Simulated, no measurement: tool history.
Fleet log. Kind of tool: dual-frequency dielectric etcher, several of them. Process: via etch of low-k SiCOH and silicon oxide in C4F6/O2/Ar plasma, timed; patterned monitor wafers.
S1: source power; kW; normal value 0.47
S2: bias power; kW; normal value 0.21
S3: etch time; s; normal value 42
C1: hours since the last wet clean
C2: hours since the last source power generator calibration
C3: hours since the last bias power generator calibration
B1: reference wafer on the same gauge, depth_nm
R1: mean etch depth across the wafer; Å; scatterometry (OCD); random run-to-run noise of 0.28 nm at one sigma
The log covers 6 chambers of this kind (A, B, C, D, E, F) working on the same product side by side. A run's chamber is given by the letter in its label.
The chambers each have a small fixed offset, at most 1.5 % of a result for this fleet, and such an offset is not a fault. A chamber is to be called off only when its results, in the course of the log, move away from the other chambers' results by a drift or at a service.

| run | hour | S1 | S2 | S3 | C1 | C2 | C3 | B1 | R1 |
|---|---|---|---|---|---|---|---|---|---|
| 1B | 11.1 | 0.47 | 0.21 | 42 | 101.6 | 2532.3 | 1268.6 | 140.97 | 1237.2 |
|  | 20.8 | chamber E: wet clean of the chamber |
| 2C | 25.2 | 0.47 | 0.21 | 42 | 71.9 | 461.1 | 1352.4 | 141.07 | 1224.8 |
| 3F | 36.2 | 0.47 | 0.21 | 42 | 355.6 | 3522.6 | 3230.4 | 140.99 | 1225.2 |
| 4D | 46.4 | 0.47 | 0.21 | 42 | 475.3 | 1118.9 | 3091.1 | 140.95 | 1222.9 |
| 5A | 53.7 | 0.47 | 0.21 | 42 | 529.9 | 1894.1 | 2922 | 140.93 | 1225.3 |
| 6E | 64.7 | 0.47 | 0.21 | 42 | 44 | 735.5 | 941.3 | 140.94 | 1228.8 |
| 7A | 71.5 | 0.47 | 0.21 | 42 | 547.7 | 1911.9 | 2939.8 | 140.99 | 1229.9 |
| 8C | 85.3 | 0.47 | 0.21 | 42 | 132 | 521.2 | 1412.5 | 140.99 | 1227.7 |
| 9E | 99.3 | 0.47 | 0.21 | 42 | 78.6 | 770.1 | 975.9 | 141.04 | 1222.4 |
|  | 104.5 | chamber A: wet clean of the chamber |
| 10B | 108.2 | 0.47 | 0.21 | 42 | 198.7 | 2629.4 | 1365.7 | 141.04 | 1242.6 |
|  | 108.7 | chamber F: wet clean of the chamber |
| 11D | 119 | 0.47 | 0.21 | 42 | 547.9 | 1191.5 | 3163.7 | 140.97 | 1221.3 |
| 12F | 130.2 | 0.4 | 0.21 | 53 | 21.5 | 3616.6 | 3324.4 | 140.94 | 1457.2 |
| 13E | 136.7 | 0.4 | 0.21 | 53 | 116 | 807.5 | 1013.3 | 140.99 | 1447.9 |
|  | 142.9 | chamber D: wet clean of the chamber |
| 14C | 142.9 | 0.4 | 0.21 | 53 | 189.6 | 578.8 | 1470.1 | 141.11 | 1458.8 |
| 15A | 152.6 | 0.4 | 0.21 | 53 | 48.1 | 1993 | 3020.9 | 141 | 1458.6 |
| 16D | 164.6 | 0.4 | 0.21 | 53 | 21.7 | 1237.1 | 3209.3 | 141 | 1449 |
| 17F | 174.4 | 0.4 | 0.21 | 53 | 65.7 | 3660.8 | 3368.6 | 140.94 | 1457.5 |
| 18B | 187.9 | 0.47 | 0.21 | 42 | 278.4 | 2709.1 | 1445.4 | 141.02 | 1236 |
| 19B | 197.2 | 0.47 | 0.21 | 42 | 287.7 | 2718.4 | 1454.7 | 141.01 | 1237.7 |
| 20A | 211.1 | 0.47 | 0.21 | 42 | 106.6 | 2051.5 | 3079.4 | 141.03 | 1233.1 |
| 21E | 220 | 0.47 | 0.21 | 42 | 199.3 | 890.8 | 1096.6 | 140.95 | 1225.3 |
| 22D | 226.1 | 0.47 | 0.21 | 42 | 83.2 | 1298.6 | 3270.8 | 141 | 1225.4 |
| 23F | 238.4 | 0.47 | 0.21 | 42 | 129.7 | 3724.8 | 3432.6 | 140.96 | 1224.7 |
| 24C | 248 | 0.47 | 0.21 | 42 | 294.7 | 683.9 | 1575.2 | 141.01 | 1233.1 |
| 25A | 260.6 | 0.47 | 0.21 | 42 | 156.1 | 2101 | 3128.9 | 140.93 | 1229.7 |
| 26E | 267.7 | 0.47 | 0.21 | 42 | 247 | 938.5 | 1144.3 | 141.04 | 1228.7 |
| 27D | 281.8 | 0.47 | 0.21 | 42 | 138.9 | 1354.3 | 3326.5 | 140.99 | 1220 |
| 28F | 289.2 | 0.47 | 0.21 | 42 | 180.5 | 3775.6 | 3483.4 | 140.95 | 1229.7 |
| 29B | 302.3 | 0.47 | 0.21 | 42 | 392.8 | 2823.5 | 1559.8 | 140.93 | 1239.4 |
| 30C | 311.1 | 0.47 | 0.21 | 42 | 357.8 | 747 | 1638.3 | 141 | 1232.5 |
| 31E | 320.2 | 0.47 | 0.21 | 42 | 299.5 | 991 | 1196.8 | 140.87 | 1231 |
|  | 329 | chamber F: source power generator calibrated |
| 32D | 333.5 | 0.47 | 0.21 | 42 | 190.6 | 1406 | 3378.2 | 141.02 | 1220.1 |
| 33F | 345.6 | 0.47 | 0.21 | 42 | 236.9 | 16.7 | 3539.8 | 141.07 | 1231.4 |
|  | 351.4 | chamber D: source power generator calibrated |
| 34A | 352.1 | 0.47 | 0.21 | 42 | 247.6 | 2192.5 | 3220.4 | 141 | 1233.8 |
| 35B | 358.3 | 0.56 | 0.21 | 36 | 448.8 | 2879.5 | 1615.8 | 141.06 | 1139.1 |
| 36C | 369.7 | 0.56 | 0.21 | 36 | 416.4 | 805.6 | 1696.9 | 140.96 | 1125.2 |
| 37E | 381.8 | 0.56 | 0.21 | 36 | 361.1 | 1052.6 | 1258.4 | 141.01 | 1133.6 |
| 38D | 391.5 | 0.56 | 0.21 | 36 | 248.6 | 40.1 | 3436.2 | 141.02 | 1118.7 |
| 39C | 401.3 | 0.56 | 0.21 | 36 | 448 | 837.2 | 1728.5 | 140.95 | 1127.5 |
| 40A | 408.3 | 0.56 | 0.21 | 36 | 303.8 | 2248.7 | 3276.6 | 141.06 | 1130.8 |
| 41F | 415.9 | 0.47 | 0.21 | 42 | 307.2 | 87 | 3610.1 | 140.98 | 1231.8 |

All 6 chambers run these settings next. Forecast each chamber's results:
| 42A | 426 | 0.51 | 0.21 | 42 |  |  |  |  | ? |
| 42B | 426 | 0.51 | 0.21 | 42 |  |  |  |  | ? |
| 42C | 426 | 0.51 | 0.21 | 42 |  |  |  |  | ? |
| 42D | 426 | 0.51 | 0.21 | 42 |  |  |  |  | ? |
| 42E | 426 | 0.51 | 0.21 | 42 |  |  |  |  | ? |
| 42F | 426 | 0.51 | 0.21 | 42 |  |  |  |  | ? |

| run | R1 |
|---|---|
| 42A | 1267.1 |
| 42B | 1275.3 |
| 42C | 1266.7 |
| 42D | 1256.4 |
| 42E | 1269 |
| 42F | 1265.7 |
